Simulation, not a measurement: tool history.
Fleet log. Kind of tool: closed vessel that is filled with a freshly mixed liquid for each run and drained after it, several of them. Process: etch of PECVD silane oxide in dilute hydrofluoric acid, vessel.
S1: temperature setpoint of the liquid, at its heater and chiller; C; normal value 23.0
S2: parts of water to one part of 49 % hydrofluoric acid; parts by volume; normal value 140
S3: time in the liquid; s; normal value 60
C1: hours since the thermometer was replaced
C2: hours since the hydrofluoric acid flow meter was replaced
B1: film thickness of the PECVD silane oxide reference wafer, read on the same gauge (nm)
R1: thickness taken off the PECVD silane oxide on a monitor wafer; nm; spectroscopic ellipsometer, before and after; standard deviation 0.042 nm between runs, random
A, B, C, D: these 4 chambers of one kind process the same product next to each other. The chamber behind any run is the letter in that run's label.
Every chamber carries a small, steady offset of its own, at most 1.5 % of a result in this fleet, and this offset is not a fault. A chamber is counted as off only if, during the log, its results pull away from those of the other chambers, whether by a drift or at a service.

run,hour,S1,S2,S3,C1,C2,B1,R1
1D,10.7,23.0,140,60,401.4,1146.9,110.04,8.9606
2B,17.6,23.0,140,60,1151.4,506.5,109.99,9.0512
3C,27.4,23.0,140,60,228.5,399.2,109.99,9.0723
4A,34.4,23.0,140,60,214.0,1164.0,110.03,9.1340
5D,42.7,23.0,140,60,433.4,1178.9,110.00,8.9480
6B,51.0,23.0,140,60,1184.8,539.9,110.04,8.9883
7A,61.4,28.0,140,40,241.0,1191.0,110.00,7.3917
8C,70.0,28.0,140,40,271.1,441.8,110.00,7.3698
9B,79.1,28.0,140,40,1212.9,568.0,109.97,7.2313
10A,87.6,28.0,140,40,267.2,1217.2,110.02,7.3748
11C,95.5,23.0,140,60,296.6,467.3,110.01,9.1415
12D,102.6,23.0,140,60,493.3,1238.8,110.00,8.9016
13D,108.1,23.0,205,85,498.8,1244.3,110.00,8.0353
14C,116.0,23.0,205,85,317.1,487.8,109.99,8.1075
15B,124.1,23.0,205,85,1257.9,613.0,110.01,8.0858
16A,131.5,23.0,205,85,311.1,1261.1,109.97,8.3212
17C,142.2,23.0,140,60,343.3,514.0,109.98,8.9678
18B,149.6,23.0,140,60,1283.4,638.5,109.98,8.9836
19D,158.5,23.0,140,60,549.2,1294.7,110.01,8.9341
20A,164.8,23.0,140,60,344.4,1294.4,109.98,9.1411
# hour 166.4: chamber B: hydrofluoric acid flow meter replaced
21B,172.3,23.0,140,60,1306.1,6.0,110.02,8.9313
22C,181.1,23.0,140,60,382.2,552.9,109.99,9.1001
# hour 182.8: chamber D: hydrofluoric acid flow meter replaced
23A,189.3,23.0,140,60,368.9,1318.9,110.03,9.1557
24D,199.0,23.0,140,60,589.7,16.3,110.01,8.9716
25B,208.7,23.0,140,60,1342.5,42.4,109.99,9.0353
26D,219.6,23.0,140,60,610.3,36.9,110.00,8.9238
27A,225.2,23.0,140,60,404.8,1354.8,110.02,9.1273
28C,231.0,23.0,95,90,432.1,602.8,110.00,21.0750
29A,239.6,23.0,95,90,419.2,1369.2,109.97,21.1930
30B,249.7,23.0,95,90,1383.5,83.4,110.02,20.8470
31D,255.6,23.0,95,90,646.3,72.9,110.04,20.8580
32C,264.2,23.0,140,60,465.3,636.0,109.99,9.1500
33C,274.4,23.0,140,60,475.5,646.2,109.98,9.0869
34A,280.8,23.0,140,60,460.4,1410.4,110.00,9.1774
35B,290.8,23.0,140,60,1424.6,124.5,110.00,8.9454
36D,296.7,27.5,140,60,687.4,114.0,109.97,10.5830
37C,306.0,27.5,140,60,507.1,677.8,110.02,10.8360
38B,315.7,27.5,140,60,1449.5,149.4,110.01,10.7560
39D,324.4,27.5,140,60,715.1,141.7,110.00,10.6770
# hour 331.9: chamber A: thermometer replaced
40A,334.8,23.0,140,60,3.0,1464.4,109.97,9.2143
41C,342.3,23.0,140,60,543.4,714.1,109.99,9.0442
42D,350.7,23.0,140,60,741.4,168.0,110.02,8.9691

Is one chamber out of step, is the gauge drifting, or do the chambers differ by no more than their own small offsets? For an off chamber, give its letter and the likeliest cause.

Neither any chamber nor the gauge drifts; the chambers differ only by their own small, steady offsets.
